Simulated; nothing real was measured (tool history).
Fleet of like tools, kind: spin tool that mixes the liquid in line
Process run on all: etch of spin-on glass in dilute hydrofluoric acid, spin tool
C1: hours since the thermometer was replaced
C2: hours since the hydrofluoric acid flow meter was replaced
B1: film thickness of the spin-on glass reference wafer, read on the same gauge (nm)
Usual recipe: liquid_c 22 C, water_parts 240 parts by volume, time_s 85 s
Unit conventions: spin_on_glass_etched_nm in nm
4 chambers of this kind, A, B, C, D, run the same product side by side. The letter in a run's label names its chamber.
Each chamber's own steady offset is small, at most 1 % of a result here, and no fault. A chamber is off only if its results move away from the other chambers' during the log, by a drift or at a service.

run 1C hour=5.5 | liquid_c=22 water_parts=240 time_s=85 | C1=1086.5 C2=820.6 | B1=49.993 | spin_on_glass_etched_nm=9.2796
run 2B hour=12.8 | liquid_c=22 water_parts=240 time_s=85 | C1=898.7 C2=1037.2 | B1=49.997 | spin_on_glass_etched_nm=9.3944
run 3A hour=21.7 | liquid_c=22 water_parts=240 time_s=85 | C1=137.1 C2=111.0 | B1=50.007 | spin_on_glass_etched_nm=9.3239
run 4D hour=31.2 | liquid_c=22 water_parts=240 time_s=85 | C1=573.6 C2=2042.3 | B1=50.003 | spin_on_glass_etched_nm=9.3163
run 5C hour=38.6 | liquid_c=22 water_parts=240 time_s=85 | C1=1119.6 C2=853.7 | B1=50.020 | spin_on_glass_etched_nm=9.3661
run 6A hour=44.5 | liquid_c=22 water_parts=240 time_s=85 | C1=159.9 C2=133.8 | B1=49.992 | spin_on_glass_etched_nm=9.2772
run 7D hour=54.0 | liquid_c=22 water_parts=240 time_s=100 | C1=596.4 C2=2065.1 | B1=50.007 | spin_on_glass_etched_nm=10.9450
run 8B hour=59.8 | liquid_c=22 water_parts=240 time_s=100 | C1=945.7 C2=1084.2 | B1=49.985 | spin_on_glass_etched_nm=11.0890
run 9A hour=66.5 | liquid_c=22 water_parts=240 time_s=100 | C1=181.9 C2=155.8 | B1=50.047 | spin_on_glass_etched_nm=10.8990
run 10C hour=75.0 | liquid_c=22 water_parts=240 time_s=100 | C1=1156.0 C2=890.1 | B1=50.029 | spin_on_glass_etched_nm=10.9290
run 11D hour=80.6 | liquid_c=22 water_parts=240 time_s=85 | C1=623.0 C2=2091.7 | B1=49.962 | spin_on_glass_etched_nm=9.2856
run 12B hour=89.4 | liquid_c=22 water_parts=240 time_s=85 | C1=975.3 C2=1113.8 | B1=49.977 | spin_on_glass_etched_nm=9.3055
run 13A hour=95.0 | liquid_c=22 water_parts=240 time_s=85 | C1=210.4 C2=184.3 | B1=50.001 | spin_on_glass_etched_nm=9.3977
run 14B hour=102.3 | liquid_c=22 water_parts=240 time_s=85 | C1=988.2 C2=1126.7 | B1=49.979 | spin_on_glass_etched_nm=9.3748
run 15C hour=111.5 | liquid_c=22 water_parts=240 time_s=85 | C1=1192.5 C2=926.6 | B1=50.018 | spin_on_glass_etched_nm=9.2852
run 16D hour=120.1 | liquid_c=20 water_parts=240 time_s=85 | C1=662.5 C2=2131.2 | B1=49.994 | spin_on_glass_etched_nm=8.5699
run 17B hour=126.8 | liquid_c=20 water_parts=240 time_s=85 | C1=1012.7 C2=1151.2 | B1=50.036 | spin_on_glass_etched_nm=8.6451
run 18D hour=132.5 | liquid_c=20 water_parts=240 time_s=85 | C1=674.9 C2=2143.6 | B1=50.002 | spin_on_glass_etched_nm=8.6392
run 19A hour=138.0 | liquid_c=20 water_parts=240 time_s=85 | C1=253.4 C2=227.3 | B1=49.951 | spin_on_glass_etched_nm=8.5814
run 20C hour=144.0 | liquid_c=22 water_parts=240 time_s=85 | C1=1225.0 C2=959.1 | B1=49.997 | spin_on_glass_etched_nm=9.2839
run 21A hour=148.6 | liquid_c=22 water_parts=240 time_s=85 | C1=264.0 C2=237.9 | B1=49.995 | spin_on_glass_etched_nm=9.2198
run 22C hour=153.4 | liquid_c=22 water_parts=240 time_s=85 | C1=1234.4 C2=968.5 | B1=49.989 | spin_on_glass_etched_nm=9.2316
run 23B hour=158.1 | liquid_c=22 water_parts=240 time_s=85 | C1=1044.0 C2=1182.5 | B1=49.994 | spin_on_glass_etched_nm=9.3529
run 24D hour=163.8 | liquid_c=22 water_parts=240 time_s=85 | C1=706.2 C2=2174.9 | B1=49.990 | spin_on_glass_etched_nm=9.1513
run 25A hour=173.3 | liquid_c=22 water_parts=240 time_s=120 | C1=288.7 C2=262.6 | B1=49.982 | spin_on_glass_etched_nm=13.2350
run 26B hour=178.6 | liquid_c=22 water_parts=240 time_s=120 | C1=1064.5 C2=1203.0 | B1=49.990 | spin_on_glass_etched_nm=13.1740
run 27C hour=185.8 | liquid_c=22 water_parts=240 time_s=120 | C1=1266.8 C2=1000.9 | B1=49.991 | spin_on_glass_etched_nm=13.1030
run 28D hour=194.6 | liquid_c=22 water_parts=240 time_s=120 | C1=737.0 C2=2205.7 | B1=49.987 | spin_on_glass_etched_nm=13.1170
run 29C hour=201.2 | liquid_c=22 water_parts=240 time_s=85 | C1=1282.2 C2=1016.3 | B1=49.979 | spin_on_glass_etched_nm=9.2832
run 30A hour=210.3 | liquid_c=22 water_parts=240 time_s=85 | C1=325.7 C2=299.6 | B1=49.984 | spin_on_glass_etched_nm=9.3374
run 31D hour=214.9 | liquid_c=22 water_parts=275 time_s=85 | C1=757.3 C2=2226.0 | B1=49.954 | spin_on_glass_etched_nm=7.7928
run 32B hour=223.0 | liquid_c=22 water_parts=275 time_s=85 | C1=1108.9 C2=1247.4 | B1=49.998 | spin_on_glass_etched_nm=8.0103
run 33B hour=232.5 | liquid_c=22 water_parts=275 time_s=85 | C1=1118.4 C2=1256.9 | B1=50.012 | spin_on_glass_etched_nm=7.9489
run 34C hour=241.1 | liquid_c=22 water_parts=275 time_s=85 | C1=1322.1 C2=1056.2 | B1=50.021 | spin_on_glass_etched_nm=7.8863
run 35A hour=250.1 | liquid_c=22 water_parts=240 time_s=85 | C1=365.5 C2=339.4 | B1=50.003 | spin_on_glass_etched_nm=9.3166
run 36D hour=255.7 | liquid_c=22 water_parts=240 time_s=85 | C1=798.1 C2=2266.8 | B1=49.995 | spin_on_glass_etched_nm=9.3228
run 37D hour=261.7 | liquid_c=22 water_parts=240 time_s=120 | C1=804.1 C2=2272.8 | B1=50.010 | spin_on_glass_etched_nm=13.0470
run 38C hour=267.8 | liquid_c=22 water_parts=240 time_s=120 | C1=1348.8 C2=1082.9 | B1=49.986 | spin_on_glass_etched_nm=13.0750

What goes on in this fleet: one chamber off, a drifting gauge, or nothing beyond the chambers' own small offsets? Name the chamber and the cause, if any.

All chambers stay in line apart from their small fixed offsets, and the gauge does not drift.
